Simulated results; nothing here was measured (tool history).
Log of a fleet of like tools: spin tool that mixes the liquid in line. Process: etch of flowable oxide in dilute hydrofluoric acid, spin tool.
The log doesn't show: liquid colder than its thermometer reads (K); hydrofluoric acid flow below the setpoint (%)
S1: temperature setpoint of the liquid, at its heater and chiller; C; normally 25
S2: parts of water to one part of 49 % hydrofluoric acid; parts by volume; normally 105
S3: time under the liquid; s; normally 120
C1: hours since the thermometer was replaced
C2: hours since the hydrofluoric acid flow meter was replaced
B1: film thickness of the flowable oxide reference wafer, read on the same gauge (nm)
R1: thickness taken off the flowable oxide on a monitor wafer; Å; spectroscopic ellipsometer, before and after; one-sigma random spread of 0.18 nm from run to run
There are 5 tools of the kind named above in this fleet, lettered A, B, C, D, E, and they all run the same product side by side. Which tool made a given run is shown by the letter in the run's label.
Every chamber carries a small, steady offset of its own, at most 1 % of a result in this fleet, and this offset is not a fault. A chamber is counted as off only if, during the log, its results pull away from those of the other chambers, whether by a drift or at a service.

run	day	S1	S2	S3	C1	C2	B1	R1
1C	0.200	25	105	120	1159.0	611.3	110.03	330.18
2A	0.450	25	105	120	1122.3	950.3	109.99	330.94
3E	0.767	25	105	120	1810.0	1441.9	110.00	327.23
4D	1.017	25	105	120	352.6	89.1	110.02	326.52
5B	1.217	25	105	120	1044.3	419.6	110.01	332.25
6A	1.558	25	140	155	1148.9	976.9	109.98	305.89
7E	1.754	25	140	155	1833.7	1465.6	109.99	303.59
8D	1.975	25	140	155	375.6	112.1	109.99	306.29
9B	2.212	25	140	155	1068.2	443.5	110.01	307.45
10C	2.383	25	140	155	1211.4	663.7	109.99	304.40
11B	2.671	25	105	120	1079.2	454.5	110.02	328.97
12C	2.825	25	105	120	1222.0	674.3	110.01	332.12
13E	3.004	25	105	120	1863.7	1495.6	110.03	328.63
14D	3.279	25	105	120	406.9	143.4	109.98	328.68
15A	3.546	25	105	120	1196.6	1024.6	110.05	331.73
16B	3.883	25	105	120	1108.3	483.6	109.99	330.85
17C	4.083	25	105	120	1252.2	704.5	109.97	330.82
18D	4.283	25	105	120	431.0	167.5	110.03	329.76
19A	4.558	25	105	120	1220.9	1048.9	110.02	330.70
20E	4.862	25	105	120	1908.3	1540.2	109.99	321.64
21B	5.104	25	105	120	1137.6	512.9	110.03	327.59
22E	5.375	25	105	155	1920.6	1552.5	109.97	415.82
23C	5.662	25	105	155	1290.1	742.4	110.00	426.65
24D	6.004	25	105	155	472.3	208.8	109.98	424.43
25A	6.217	25	105	155	1260.7	1088.7	109.98	423.93
26D	6.467	25	105	155	483.4	219.9	110.03	426.09
27A	6.704	25	105	120	1272.4	1100.4	110.00	331.69
28B	6.996	25	105	120	1183.0	558.3	110.02	329.23
29E	7.333	25	105	120	1967.6	1599.5	109.95	315.49
30C	7.642	25	105	120	1337.6	789.9	110.01	328.67
31B	7.900	25	105	120	1204.7	580.0	110.01	329.86
32C	8.121	25	105	120	1349.1	801.4	110.03	330.08
33A	8.425	29	105	120	1313.7	1141.7	109.98	382.61
34D	8.608	29	105	120	534.8	271.3	110.03	387.45
35E	8.829	29	105	120	2003.5	1635.4	110.00	364.00

Is one chamber out of step, is the gauge drifting, or do the chambers differ by no more than their own small offsets? For an off chamber, give its letter and the likeliest cause.

Chamber E drifts away from the others.
Most likely cause: hydrofluoric acid flow below the setpoint (%) = 4.55.
The log might look much the same if the cause were instead: liquid colder than its thermometer reads (K).

Which of the 4 candidates below, each the usual settings with something changed and its results left as question marks, puts chamber E back in line with what the other chambers give on the usual settings?
Allowed miss from the other chambers' usual-settings mean, per result, to count as in line: R1 6.10 Å
36E-1	9.075	25.5	105	120				?
36E-2	9.075	23.5	105	120				?
36E-3	9.075	25.0	100	120				?
36E-4	9.075	24.5	105	120				?

Other chambers, usual settings, mean: R1 330.10 Å
run	R1
36E-1	319.20
36E-2	295.17
36E-3	330.87
36E-4	307.01
36E-3 is the one that brings the chamber's results back in line with the other chambers.

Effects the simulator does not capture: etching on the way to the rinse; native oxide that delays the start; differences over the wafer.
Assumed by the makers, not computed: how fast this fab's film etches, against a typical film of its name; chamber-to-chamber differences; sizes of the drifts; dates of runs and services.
